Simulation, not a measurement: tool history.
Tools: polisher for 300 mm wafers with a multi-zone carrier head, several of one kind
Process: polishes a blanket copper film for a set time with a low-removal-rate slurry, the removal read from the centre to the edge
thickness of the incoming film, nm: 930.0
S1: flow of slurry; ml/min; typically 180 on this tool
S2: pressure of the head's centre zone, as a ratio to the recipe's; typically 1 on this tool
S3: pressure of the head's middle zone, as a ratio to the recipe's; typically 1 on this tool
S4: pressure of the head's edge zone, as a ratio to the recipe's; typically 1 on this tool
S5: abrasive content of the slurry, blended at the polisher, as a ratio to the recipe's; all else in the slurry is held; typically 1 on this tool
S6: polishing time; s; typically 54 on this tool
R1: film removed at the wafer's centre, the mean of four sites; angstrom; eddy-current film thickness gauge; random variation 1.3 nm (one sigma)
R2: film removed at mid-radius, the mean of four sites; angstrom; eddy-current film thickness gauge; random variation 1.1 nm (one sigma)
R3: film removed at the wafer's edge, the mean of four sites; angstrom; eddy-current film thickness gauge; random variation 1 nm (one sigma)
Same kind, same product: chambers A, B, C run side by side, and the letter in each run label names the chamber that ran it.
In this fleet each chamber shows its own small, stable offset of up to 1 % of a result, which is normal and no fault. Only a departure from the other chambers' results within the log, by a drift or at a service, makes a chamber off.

{"hour": 2.3, "done": "chamber A: slurry nozzle cleaned"}
{"run": "1C", "hour": 4.5, "S1": 180, "S2": 1, "S3": 1, "S4": 1, "S5": 1, "S6": 54, "R1": 1041.8, "R2": 1038.6, "R3": 1047.3}
{"run": "2A", "hour": 8.7, "S1": 180, "S2": 1, "S3": 1, "S4": 1, "S5": 1, "S6": 54, "R1": 1034.5, "R2": 1054.7, "R3": 1065.2}
{"run": "3B", "hour": 10.8, "S1": 180, "S2": 1, "S3": 1, "S4": 1, "S5": 1, "S6": 54, "R1": 1040.8, "R2": 1061.7, "R3": 1050.4}
{"run": "4A", "hour": 15.0, "S1": 180, "S2": 1, "S3": 1, "S4": 1, "S5": 1, "S6": 54, "R1": 1045.6, "R2": 1042.3, "R3": 1057}
{"run": "5C", "hour": 17.7, "S1": 210, "S2": 1, "S3": 0.95, "S4": 1, "S5": 1, "S6": 54, "R1": 1061.7, "R2": 1017.8, "R3": 1064.5}
{"run": "6B", "hour": 19.9, "S1": 210, "S2": 1, "S3": 0.95, "S4": 1, "S5": 1, "S6": 54, "R1": 1084.9, "R2": 1024.1, "R3": 1060.6}
{"run": "7C", "hour": 22.1, "S1": 210, "S2": 1, "S3": 0.95, "S4": 1, "S5": 1, "S6": 54, "R1": 1040.2, "R2": 1035.8, "R3": 1082.6}
{"run": "8A", "hour": 25.6, "S1": 180, "S2": 1, "S3": 1, "S4": 1, "S5": 1, "S6": 54, "R1": 1059.4, "R2": 1056.8, "R3": 1062.1}
{"run": "9B", "hour": 29.8, "S1": 180, "S2": 1, "S3": 1, "S4": 1, "S5": 1, "S6": 54, "R1": 1037, "R2": 1054.7, "R3": 1030.2}
{"run": "10C", "hour": 32.6, "S1": 180, "S2": 1, "S3": 1, "S4": 1, "S5": 0.9, "S6": 54, "R1": 994.77, "R2": 1016.9, "R3": 1038.1}
{"run": "11A", "hour": 36.5, "S1": 180, "S2": 1, "S3": 1, "S4": 1, "S5": 0.9, "S6": 54, "R1": 1051.5, "R2": 1039.7, "R3": 1035.1}
{"run": "12B", "hour": 40.7, "S1": 180, "S2": 1, "S3": 1, "S4": 1, "S5": 0.9, "S6": 54, "R1": 1030.3, "R2": 1019.4, "R3": 1026.9}
{"hour": 40.9, "done": "chamber B: worn pad replaced by a new one"}
{"hour": 42.3, "done": "chamber A: worn pad replaced by a new one"}
{"run": "13C", "hour": 42.9, "S1": 180, "S2": 1, "S3": 1, "S4": 1.05, "S5": 1, "S6": 54, "R1": 1025.9, "R2": 1031.6, "R3": 1061.9}
{"run": "14B", "hour": 47.4, "S1": 180, "S2": 1, "S3": 1, "S4": 1.05, "S5": 1, "S6": 54, "R1": 1076.5, "R2": 1033.2, "R3": 1065.7}
{"run": "15A", "hour": 49.6, "S1": 180, "S2": 1, "S3": 1, "S4": 1.05, "S5": 1, "S6": 54, "R1": 1050.3, "R2": 1049.3, "R3": 1083}
{"run": "16A", "hour": 53.3, "S1": 180, "S2": 1, "S3": 1, "S4": 1, "S5": 1, "S6": 54, "R1": 1062.6, "R2": 1034.9, "R3": 1037.5}
{"run": "17C", "hour": 57.6, "S1": 180, "S2": 1, "S3": 1, "S4": 1, "S5": 1, "S6": 54, "R1": 1004, "R2": 1022.8, "R3": 1022.2}
{"run": "18B", "hour": 61.2, "S1": 180, "S2": 1, "S3": 1, "S4": 1, "S5": 1, "S6": 54, "R1": 1054.6, "R2": 1055.3, "R3": 1035.2}
{"run": "19C", "hour": 64.5, "S1": 180, "S2": 1, "S3": 1, "S4": 1, "S5": 1, "S6": 54, "R1": 985.46, "R2": 1007.6, "R3": 995.8}
{"run": "20B", "hour": 69.1, "S1": 180, "S2": 1, "S3": 1, "S4": 1, "S5": 1, "S6": 54, "R1": 1044.9, "R2": 1045.8, "R3": 1050.2}
{"run": "21A", "hour": 72.9, "S1": 180, "S2": 1, "S3": 1, "S4": 1, "S5": 1, "S6": 54, "R1": 1051.4, "R2": 1043.5, "R3": 1067.2}
{"hour": 74.3, "done": "chamber C: slurry nozzle cleaned"}
{"run": "22B", "hour": 77.2, "S1": 180, "S2": 1, "S3": 1, "S4": 1, "S5": 1, "S6": 54, "R1": 1048.3, "R2": 1041.6, "R3": 1054.3}
{"run": "23C", "hour": 79.9, "S1": 180, "S2": 1, "S3": 1, "S4": 1, "S5": 1, "S6": 54, "R1": 941.62, "R2": 978.83, "R3": 990.27}
{"run": "24A", "hour": 82.7, "S1": 180, "S2": 1, "S3": 1, "S4": 1, "S5": 1, "S6": 54, "R1": 1054.5, "R2": 1063.7, "R3": 1057.3}

The same settings go to every chamber for the next run, one line per chamber below. Forecast the results for each:
{"run": "25A", "hour": 86.0, "S1": 180, "S2": 1, "S3": 1, "S4": 1, "S5": 1, "S6": 54, "R1": "?", "R2": "?", "R3": "?"}
{"run": "25B", "hour": 86.0, "S1": 180, "S2": 1, "S3": 1, "S4": 1, "S5": 1, "S6": 54, "R1": "?", "R2": "?", "R3": "?"}
{"run": "25C", "hour": 86.0, "S1": 180, "S2": 1, "S3": 1, "S4": 1, "S5": 1, "S6": 54, "R1": "?", "R2": "?", "R3": "?"}

run=25A R1=1059.5 R2=1036.1 R3=1027.9
run=25B R1=1063.5 R2=1040.4 R3=1065.1
run=25C R1=957.14 R2=969.26 R3=980.58

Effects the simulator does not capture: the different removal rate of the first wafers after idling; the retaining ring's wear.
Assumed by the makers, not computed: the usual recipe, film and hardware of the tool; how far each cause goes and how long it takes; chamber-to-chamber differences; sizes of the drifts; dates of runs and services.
